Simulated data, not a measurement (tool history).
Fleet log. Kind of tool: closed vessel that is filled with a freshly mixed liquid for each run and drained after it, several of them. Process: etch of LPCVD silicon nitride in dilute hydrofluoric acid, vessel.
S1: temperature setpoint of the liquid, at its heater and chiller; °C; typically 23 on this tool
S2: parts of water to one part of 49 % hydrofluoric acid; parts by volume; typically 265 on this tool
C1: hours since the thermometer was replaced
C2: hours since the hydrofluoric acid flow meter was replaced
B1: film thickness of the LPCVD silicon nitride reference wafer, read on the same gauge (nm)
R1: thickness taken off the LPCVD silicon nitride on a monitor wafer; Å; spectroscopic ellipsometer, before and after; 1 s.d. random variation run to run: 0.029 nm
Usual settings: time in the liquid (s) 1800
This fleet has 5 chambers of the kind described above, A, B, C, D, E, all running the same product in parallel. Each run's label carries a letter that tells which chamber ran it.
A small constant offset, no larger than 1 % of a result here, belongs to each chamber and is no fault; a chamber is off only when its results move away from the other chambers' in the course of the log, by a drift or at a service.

{"run": "1A", "hour": 7.4, "S1": 23, "S2": 265, "time in the liquid (s)": 1800, "C1": 508.2, "C2": 163.0, "B1": 129.98, "R1": 29.608}
{"run": "2C", "hour": 12.6, "S1": 23, "S2": 265, "time in the liquid (s)": 1800, "C1": 674.3, "C2": 491.0, "B1": 130.0, "R1": 29.571}
{"run": "3D", "hour": 19.8, "S1": 23, "S2": 265, "time in the liquid (s)": 1800, "C1": 699.9, "C2": 2367.0, "B1": 129.98, "R1": 29.249}
{"run": "4B", "hour": 29.3, "S1": 23, "S2": 265, "time in the liquid (s)": 1800, "C1": 447.4, "C2": 380.5, "B1": 130.0, "R1": 29.238}
{"run": "5E", "hour": 34.2, "S1": 23, "S2": 265, "time in the liquid (s)": 1800, "C1": 2159.6, "C2": 191.3, "B1": 130.0, "R1": 28.75}
{"run": "6A", "hour": 39.9, "S1": 23, "S2": 265, "time in the liquid (s)": 1800, "C1": 540.7, "C2": 195.5, "B1": 129.99, "R1": 29.135}
{"run": "7C", "hour": 50.4, "S1": 23, "S2": 265, "time in the liquid (s)": 1800, "C1": 712.1, "C2": 528.8, "B1": 130.03, "R1": 29.467}
{"run": "8E", "hour": 58.1, "S1": 23, "S2": 265, "time in the liquid (s)": 1800, "C1": 2183.5, "C2": 215.2, "B1": 130.0, "R1": 29.493}
{"run": "9D", "hour": 65.3, "S1": 23, "S2": 265, "time in the liquid (s)": 1800, "C1": 745.4, "C2": 2412.5, "B1": 130.0, "R1": 29.146}
{"run": "10B", "hour": 75.7, "S1": 23, "S2": 265, "time in the liquid (s)": 1800, "C1": 493.8, "C2": 426.9, "B1": 130.01, "R1": 29.621}
{"hour": 80.4, "done": "chamber D: hydrofluoric acid flow meter replaced"}
{"run": "11E", "hour": 85.5, "S1": 23, "S2": 265, "time in the liquid (s)": 1800, "C1": 2210.9, "C2": 242.6, "B1": 130.02, "R1": 29.68}
{"run": "12D", "hour": 91.8, "S1": 23, "S2": 265, "time in the liquid (s)": 1800, "C1": 771.9, "C2": 11.5, "B1": 130.02, "R1": 30.102}
{"run": "13B", "hour": 102.2, "S1": 23, "S2": 265, "time in the liquid (s)": 1800, "C1": 520.3, "C2": 453.4, "B1": 130.02, "R1": 29.538}
{"run": "14C", "hour": 110.9, "S1": 23, "S2": 265, "time in the liquid (s)": 1800, "C1": 772.6, "C2": 589.3, "B1": 129.98, "R1": 29.864}
{"run": "15A", "hour": 115.7, "S1": 23, "S2": 265, "time in the liquid (s)": 1800, "C1": 616.5, "C2": 271.3, "B1": 130.02, "R1": 29.632}
{"run": "16A", "hour": 121.9, "S1": 23, "S2": 265, "time in the liquid (s)": 1800, "C1": 622.7, "C2": 277.5, "B1": 129.98, "R1": 29.823}
{"run": "17B", "hour": 131.8, "S1": 23, "S2": 265, "time in the liquid (s)": 1800, "C1": 549.9, "C2": 483.0, "B1": 129.98, "R1": 29.215}
{"run": "18C", "hour": 141.7, "S1": 23, "S2": 265, "time in the liquid (s)": 1800, "C1": 803.4, "C2": 620.1, "B1": 130.0, "R1": 29.928}
{"run": "19D", "hour": 151.3, "S1": 23, "S2": 265, "time in the liquid (s)": 1800, "C1": 831.4, "C2": 71.0, "B1": 130.03, "R1": 29.409}
{"run": "20E", "hour": 161.0, "S1": 23, "S2": 265, "time in the liquid (s)": 1800, "C1": 2286.4, "C2": 318.1, "B1": 129.99, "R1": 28.571}
{"run": "21B", "hour": 172.1, "S1": 23, "S2": 265, "time in the liquid (s)": 1800, "C1": 590.2, "C2": 523.3, "B1": 129.97, "R1": 28.728}
{"run": "22D", "hour": 177.2, "S1": 23, "S2": 265, "time in the liquid (s)": 1800, "C1": 857.3, "C2": 96.9, "B1": 130.0, "R1": 30.02}
{"run": "23A", "hour": 183.8, "S1": 23, "S2": 265, "time in the liquid (s)": 1800, "C1": 684.6, "C2": 339.4, "B1": 130.03, "R1": 29.66}
{"run": "24E", "hour": 191.5, "S1": 23, "S2": 265, "time in the liquid (s)": 1800, "C1": 2316.9, "C2": 348.6, "B1": 130.02, "R1": 28.81}
{"run": "25C", "hour": 201.1, "S1": 23, "S2": 265, "time in the liquid (s)": 1800, "C1": 862.8, "C2": 679.5, "B1": 129.99, "R1": 29.484}
{"run": "26B", "hour": 208.2, "S1": 27, "S2": 265, "time in the liquid (s)": 865, "C1": 626.3, "C2": 559.4, "B1": 130.02, "R1": 17.166}
{"hour": 211.2, "done": "chamber D: thermometer replaced"}
{"run": "27D", "hour": 215.2, "S1": 27, "S2": 265, "time in the liquid (s)": 865, "C1": 4.0, "C2": 134.9, "B1": 130.02, "R1": 18.413}
{"run": "28E", "hour": 222.3, "S1": 27, "S2": 265, "time in the liquid (s)": 865, "C1": 2347.7, "C2": 379.4, "B1": 130.0, "R1": 17.894}
{"run": "29C", "hour": 232.6, "S1": 27, "S2": 265, "time in the liquid (s)": 865, "C1": 894.3, "C2": 711.0, "B1": 129.99, "R1": 18.043}
{"run": "30A", "hour": 243.4, "S1": 27, "S2": 265, "time in the liquid (s)": 865, "C1": 744.2, "C2": 399.0, "B1": 129.97, "R1": 18.403}
{"run": "31D", "hour": 249.3, "S1": 23, "S2": 370, "time in the liquid (s)": 2630, "C1": 38.1, "C2": 169.0, "B1": 129.99, "R1": 31.274}
{"run": "32E", "hour": 254.4, "S1": 23, "S2": 370, "time in the liquid (s)": 2630, "C1": 2379.8, "C2": 411.5, "B1": 129.99, "R1": 30.51}
{"run": "33C", "hour": 261.2, "S1": 23, "S2": 370, "time in the liquid (s)": 2630, "C1": 922.9, "C2": 739.6, "B1": 129.97, "R1": 31.371}
{"run": "34B", "hour": 267.3, "S1": 23, "S2": 370, "time in the liquid (s)": 2630, "C1": 685.4, "C2": 618.5, "B1": 129.94, "R1": 29.275}
{"run": "35A", "hour": 276.2, "S1": 23, "S2": 370, "time in the liquid (s)": 2630, "C1": 777.0, "C2": 431.8, "B1": 129.99, "R1": 30.974}
{"run": "36B", "hour": 287.2, "S1": 23, "S2": 265, "time in the liquid (s)": 1800, "C1": 705.3, "C2": 638.4, "B1": 129.99, "R1": 27.495}
{"run": "37A", "hour": 296.3, "S1": 23, "S2": 265, "time in the liquid (s)": 1800, "C1": 797.1, "C2": 451.9, "B1": 130.02, "R1": 29.73}
{"run": "38C", "hour": 302.1, "S1": 23, "S2": 265, "time in the liquid (s)": 1800, "C1": 963.8, "C2": 780.5, "B1": 130.0, "R1": 30.03}
{"run": "39D", "hour": 311.6, "S1": 23, "S2": 265, "time in the liquid (s)": 1800, "C1": 100.4, "C2": 231.3, "B1": 129.98, "R1": 30.19}

Which is it: a chamber that has drifted or been left off by a service, a gauge drift common to all chambers, or only each chamber's usual small offset? If a chamber is off, name it and its likeliest cause.

Little by little, chamber B moves away from the other chambers.
Likeliest cause: liquid colder than its thermometer reads (K) = 1.56.
Not necessarily distinguishable in this log from: hydrofluoric acid flow below the setpoint (%).

Chamber B could run next with any of the 4 candidate recipes listed below; each alters the usual settings, and their results appear as question marks. Which one brings its results back in line with what the other chambers deliver on the usual settings?
In line here means within this much of the mean the other chambers give on the usual settings: R1 1.000 Å
{"run": "40B-1", "hour": 319.5, "S1": 23.0, "S2": 255, "time in the liquid (s)": 1890, "R1": "?"}
{"run": "40B-2", "hour": 319.5, "S1": 23.0, "S2": 270, "time in the liquid (s)": 1765, "R1": "?"}
{"run": "40B-3", "hour": 319.5, "S1": 23.0, "S2": 260, "time in the liquid (s)": 1835, "R1": "?"}
{"run": "40B-4", "hour": 319.5, "S1": 21.5, "S2": 265, "time in the liquid (s)": 1800, "R1": "?"}

Mean of the other chambers on the usual settings: R1 29.587 Å
run=40B-1 R1=29.473
run=40B-2 R1=26.013
run=40B-3 R1=28.072
run=40B-4 R1=24.589
It is 40B-1 that realigns the chamber with its peers.
